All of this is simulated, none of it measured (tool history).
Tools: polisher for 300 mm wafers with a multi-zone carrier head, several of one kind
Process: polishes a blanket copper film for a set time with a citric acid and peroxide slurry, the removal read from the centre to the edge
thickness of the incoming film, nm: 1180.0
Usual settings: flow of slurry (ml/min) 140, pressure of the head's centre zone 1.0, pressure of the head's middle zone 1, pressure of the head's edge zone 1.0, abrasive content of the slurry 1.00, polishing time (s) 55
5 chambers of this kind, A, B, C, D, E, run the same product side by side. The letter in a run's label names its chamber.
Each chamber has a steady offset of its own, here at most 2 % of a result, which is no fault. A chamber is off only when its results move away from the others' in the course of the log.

| run | day | flow of slurry (ml/min) | pressure of the head's centre zone | pressure of the head's middle zone | pressure of the head's edge zone | abrasive content of the slurry | polishing time (s) | wafers polished on this pad | hours since the slurry nozzle was cleaned | hours since the centre zone pressure was calibrated | hours since the edge zone pressure was calibrated | film removed at the wafer's centre (Å) | film removed at mid-radius (Å) | film removed at the wafer's edge (Å) |
|---|---|---|---|---|---|---|---|---|---|---|---|---|---|---|
|  | 0.054 | chamber C: slurry nozzle cleaned |
| 1B | 0.304 | 140 | 1.0 | 1 | 1.0 | 1.00 | 55 | 391 | 237.1 | 992.3 | 540.3 | 1533.6 | 1480.2 | 1505.3 |
| 2A | 0.600 | 140 | 1.0 | 1 | 1.0 | 1.00 | 55 | 630 | 563.2 | 675.5 | 371.0 | 1508.5 | 1477.9 | 1526.0 |
|  | 0.725 | chamber A: slurry nozzle cleaned |
| 3D | 0.792 | 140 | 1.0 | 1 | 1.0 | 1.00 | 55 | 425 | 156.1 | 88.9 | 622.3 | 1503.3 | 1495.6 | 1506.5 |
| 4C | 1.058 | 140 | 1.0 | 1 | 1.0 | 1.00 | 55 | 1003 | 24.1 | 156.2 | 550.1 | 1517.2 | 1555.2 | 1524.0 |
| 5E | 1.350 | 140 | 1.0 | 1 | 1.0 | 1.00 | 55 | 1115 | 66.6 | 416.5 | 1044.1 | 1522.7 | 1485.2 | 1505.0 |
|  | 1.450 | chamber A: centre zone pressure recalibrated |
| 6E | 1.517 | 140 | 1.0 | 1 | 1.0 | 1.00 | 55 | 1174 | 70.6 | 420.5 | 1048.1 | 1509.3 | 1505.3 | 1466.4 |
|  | 1.558 | chamber B: edge zone pressure recalibrated |
|  | 1.750 | chamber D: worn pad replaced by a new one |
| 7A | 1.846 | 140 | 1.0 | 1 | 1.0 | 1.00 | 55 | 1073 | 27.0 | 9.5 | 400.9 | 1502.5 | 1491.5 | 1520.3 |
| 8C | 2.067 | 140 | 1.0 | 1 | 1.0 | 1.00 | 55 | 1362 | 48.3 | 180.4 | 574.3 | 1504.1 | 1531.6 | 1527.9 |
| 9D | 2.308 | 140 | 1.0 | 1 | 1.0 | 1.00 | 55 | 200 | 192.5 | 125.3 | 658.7 | 1507.3 | 1508.1 | 1502.7 |
|  | 2.346 | chamber B: centre zone pressure recalibrated |
|  | 2.425 | chamber C: worn pad replaced by a new one |
| 10B | 2.638 | 140 | 1.1 | 1 | 0.9 | 1.00 | 55 | 1222 | 293.1 | 7.0 | 25.9 | 1690.6 | 1498.4 | 1444.8 |
|  | 2.796 | chamber E: worn pad replaced by a new one |
| 11A | 2.888 | 140 | 1.1 | 1 | 0.9 | 1.00 | 55 | 1444 | 52.0 | 34.5 | 425.9 | 1685.0 | 1491.8 | 1448.3 |
| 12B | 3.125 | 140 | 1.1 | 1 | 0.9 | 1.00 | 55 | 1395 | 304.8 | 18.7 | 37.6 | 1670.4 | 1471.9 | 1425.6 |
|  | 3.258 | chamber A: edge zone pressure recalibrated |
|  | 3.279 | chamber B: worn pad replaced by a new one |
| 13C | 3.367 | 140 | 1.1 | 1 | 0.9 | 1.00 | 55 | 335 | 79.5 | 211.6 | 605.5 | 1661.2 | 1543.3 | 1423.8 |
| 14E | 3.692 | 140 | 1.1 | 1 | 0.9 | 1.00 | 55 | 319 | 122.8 | 472.7 | 1100.3 | 1662.6 | 1512.2 | 1421.1 |
| 15D | 3.892 | 140 | 1.0 | 1 | 1.0 | 1.00 | 55 | 763 | 230.5 | 163.3 | 696.7 | 1520.9 | 1504.0 | 1510.0 |
|  | 4.046 | chamber D: worn pad replaced by a new one |
| 16D | 4.217 | 140 | 1.0 | 1 | 1.0 | 1.00 | 55 | 60 | 238.3 | 171.1 | 704.5 | 1508.5 | 1481.6 | 1520.4 |
| 17A | 4.379 | 140 | 1.0 | 1 | 1.0 | 1.00 | 55 | 1975 | 87.8 | 70.3 | 27.0 | 1493.1 | 1462.2 | 1492.7 |
| 18C | 4.579 | 140 | 1.0 | 1 | 1.0 | 0.85 | 55 | 767 | 108.6 | 240.7 | 634.6 | 1443.3 | 1481.3 | 1480.6 |
| 19B | 4.812 | 140 | 1.0 | 1 | 1.0 | 0.85 | 55 | 546 | 345.3 | 59.2 | 78.1 | 1459.2 | 1426.4 | 1462.7 |
| 20E | 5.146 | 140 | 1.0 | 1 | 1.0 | 0.85 | 55 | 837 | 157.7 | 507.6 | 1135.2 | 1467.5 | 1477.5 | 1451.0 |
| 21A | 5.338 | 140 | 1.0 | 1 | 1.0 | 0.85 | 55 | 2316 | 110.8 | 93.3 | 50.0 | 1431.9 | 1418.1 | 1429.6 |
| 22B | 5.654 | 140 | 1.0 | 1 | 1.0 | 0.85 | 55 | 846 | 365.5 | 79.4 | 98.3 | 1457.9 | 1457.7 | 1485.7 |
|  | 5.721 | chamber C: worn pad replaced by a new one |
| 23C | 5.958 | 140 | 1.0 | 1 | 1.0 | 1.00 | 55 | 85 | 141.7 | 273.8 | 667.7 | 1513.8 | 1533.3 | 1518.1 |
|  | 6.117 | chamber D: worn pad replaced by a new one |
| 24D | 6.121 | 140 | 1.0 | 1 | 1.0 | 1.00 | 55 | 2 | 284.0 | 216.8 | 750.2 | 1507.8 | 1517.5 | 1527.4 |
| 25E | 6.433 | 140 | 1.0 | 1 | 1.0 | 1.00 | 55 | 1295 | 188.6 | 538.5 | 1166.1 | 1507.1 | 1503.6 | 1513.2 |
| 26E | 6.604 | 140 | 1.0 | 1 | 1.0 | 1.00 | 55 | 1356 | 192.7 | 542.6 | 1170.2 | 1516.3 | 1509.8 | 1503.8 |
|  | 6.638 | chamber B: worn pad replaced by a new one |
| 27C | 6.775 | 140 | 0.9 | 1 | 1.0 | 1.20 | 55 | 375 | 161.3 | 293.4 | 687.3 | 1400.3 | 1613.6 | 1582.9 |
| 28A | 7.121 | 140 | 0.9 | 1 | 1.0 | 1.20 | 55 | 2951 | 153.6 | 136.1 | 92.8 | 1321.6 | 1466.4 | 1482.9 |
| 29B | 7.421 | 140 | 0.9 | 1 | 1.0 | 1.20 | 55 | 279 | 407.9 | 121.8 | 140.7 | 1420.0 | 1565.8 | 1581.3 |
|  | 7.442 | chamber E: worn pad replaced by a new one |
| 30D | 7.608 | 140 | 0.9 | 1 | 1.0 | 1.20 | 55 | 531 | 319.7 | 252.5 | 785.9 | 1396.4 | 1543.0 | 1566.4 |
| 31E | 7.771 | 140 | 0.9 | 1 | 1.0 | 1.20 | 55 | 118 | 220.7 | 570.6 | 1198.2 | 1392.6 | 1550.9 | 1546.3 |
| 32C | 8.112 | 140 | 1.0 | 1 | 1.0 | 1.00 | 55 | 852 | 193.4 | 325.5 | 719.4 | 1520.9 | 1524.4 | 1504.2 |

All 5 chambers run these settings next. Forecast each chamber's results:
| 33A | 8.362 | 165 | 1.0 | 1 | 1.0 | 1.00 | 55 |  |  |  |  | ? | ? | ? |
| 33B | 8.362 | 165 | 1.0 | 1 | 1.0 | 1.00 | 55 |  |  |  |  | ? | ? | ? |
| 33C | 8.362 | 165 | 1.0 | 1 | 1.0 | 1.00 | 55 |  |  |  |  | ? | ? | ? |
| 33D | 8.362 | 165 | 1.0 | 1 | 1.0 | 1.00 | 55 |  |  |  |  | ? | ? | ? |
| 33E | 8.362 | 165 | 1.0 | 1 | 1.0 | 1.00 | 55 |  |  |  |  | ? | ? | ? |

| run | film removed at the wafer's centre (Å) | film removed at mid-radius (Å) | film removed at the wafer's edge (Å) |
|---|---|---|---|
| 33A | 1457.8 | 1421.2 | 1446.9 |
| 33B | 1565.5 | 1560.6 | 1556.1 |
| 33C | 1562.6 | 1582.8 | 1553.2 |
| 33D | 1548.3 | 1541.0 | 1560.8 |
| 33E | 1575.2 | 1534.2 | 1509.3 |

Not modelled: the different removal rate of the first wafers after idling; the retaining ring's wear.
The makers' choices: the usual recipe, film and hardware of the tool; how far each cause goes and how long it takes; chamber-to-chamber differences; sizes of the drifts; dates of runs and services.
